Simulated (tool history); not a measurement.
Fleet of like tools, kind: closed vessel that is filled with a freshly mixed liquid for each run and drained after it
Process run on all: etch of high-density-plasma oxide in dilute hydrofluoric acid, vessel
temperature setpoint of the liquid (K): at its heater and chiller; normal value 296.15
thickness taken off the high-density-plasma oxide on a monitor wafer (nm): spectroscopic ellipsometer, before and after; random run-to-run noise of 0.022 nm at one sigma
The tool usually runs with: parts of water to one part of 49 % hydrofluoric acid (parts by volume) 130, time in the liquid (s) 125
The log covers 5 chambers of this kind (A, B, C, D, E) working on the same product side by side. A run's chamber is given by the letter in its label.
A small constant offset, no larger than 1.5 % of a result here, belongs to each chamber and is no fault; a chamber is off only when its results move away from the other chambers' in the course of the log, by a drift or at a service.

| run | hour | temperature setpoint of the liquid (K) | parts of water to one part of 49 % hydrofluoric acid (parts by volume) | time in the liquid (s) | read-back film thickness of the high-density-plasma oxide reference wafer, read on the same gauge (nm) | thickness taken off the high-density-plasma oxide on a monitor wafer (nm) |
|---|---|---|---|---|---|---|
| 1E | 3.3 | 296.15 | 130 | 125 | 130 | 5.8914 |
| 2B | 8.1 | 296.15 | 130 | 125 | 130 | 5.9193 |
| 3C | 10.9 | 296.15 | 130 | 125 | 129.99 | 5.8293 |
| 4D | 13.9 | 296.15 | 130 | 125 | 130.02 | 5.9454 |
| 5A | 16.6 | 296.15 | 130 | 125 | 130.01 | 5.893 |
| 6A | 20.6 | 296.15 | 130 | 55 | 129.99 | 2.6025 |
| 7E | 25.9 | 296.15 | 130 | 55 | 130.01 | 2.5866 |
| 8D | 29.9 | 296.15 | 130 | 55 | 130.02 | 2.605 |
| 9B | 34.6 | 296.15 | 130 | 55 | 129.98 | 2.5856 |
|  | 35.6 | chamber D: hydrofluoric acid flow meter replaced |
| 10C | 39.3 | 296.15 | 130 | 55 | 130.01 | 2.5426 |
| 11E | 42.8 | 296.15 | 130 | 125 | 130 | 5.9139 |
| 12C | 45.9 | 296.15 | 130 | 125 | 130 | 5.7833 |
|  | 48.6 | chamber A: thermometer replaced |
| 13D | 51.1 | 296.15 | 130 | 125 | 129.99 | 5.9421 |
| 14B | 56 | 296.15 | 130 | 125 | 130 | 5.9223 |
| 15A | 59.8 | 294.15 | 130 | 80 | 129.98 | 3.5108 |
| 16E | 65.6 | 294.15 | 130 | 80 | 129.99 | 3.4839 |
| 17C | 70.1 | 294.15 | 130 | 80 | 129.99 | 3.4548 |
| 18A | 72.9 | 294.15 | 130 | 80 | 130.01 | 3.455 |
|  | 75.1 | chamber C: hydrofluoric acid flow meter replaced |
| 19B | 75.8 | 294.15 | 130 | 80 | 130.01 | 3.5154 |
| 20D | 81.6 | 296.15 | 130 | 125 | 130 | 5.9514 |
| 21B | 87.3 | 292.65 | 170 | 125 | 130 | 3.7986 |
| 22D | 93.2 | 292.65 | 170 | 125 | 129.98 | 3.8109 |
| 23C | 98.4 | 292.65 | 170 | 125 | 130.02 | 3.6963 |
| 24E | 103.4 | 292.65 | 170 | 125 | 129.98 | 3.7807 |
| 25A | 107.8 | 292.65 | 170 | 125 | 129.99 | 3.7393 |
| 26A | 110.6 | 296.15 | 130 | 125 | 129.99 | 5.897 |
| 27B | 114.2 | 296.15 | 130 | 125 | 129.99 | 5.9194 |
| 28E | 116.9 | 296.15 | 150 | 195 | 130 | 7.8322 |
| 29D | 121.3 | 296.15 | 150 | 195 | 130.02 | 7.9068 |
| 30C | 124.1 | 296.15 | 150 | 195 | 130 | 7.6638 |
| 31E | 130.1 | 296.15 | 150 | 195 | 130.01 | 7.82 |
| 32C | 134.1 | 296.15 | 150 | 195 | 130.01 | 7.6821 |
| 33B | 138.6 | 296.15 | 130 | 125 | 130 | 5.896 |
| 34A | 144.6 | 296.15 | 130 | 125 | 130.02 | 5.9107 |

All chambers now run identical settings, listed one chamber a line with results as question marks. What results will each chamber show?
| 35A | 148.9 | 293.65 | 130 | 125 |  | ? |
| 35B | 148.9 | 293.65 | 130 | 125 |  | ? |
| 35C | 148.9 | 293.65 | 130 | 125 |  | ? |
| 35D | 148.9 | 293.65 | 130 | 125 |  | ? |
| 35E | 148.9 | 293.65 | 130 | 125 |  | ? |

| run | thickness taken off the high-density-plasma oxide on a monitor wafer (nm) |
|---|---|
| 35A | 5.3559 |
| 35B | 5.367 |
| 35C | 5.2803 |
| 35D | 5.3806 |
| 35E | 5.3692 |
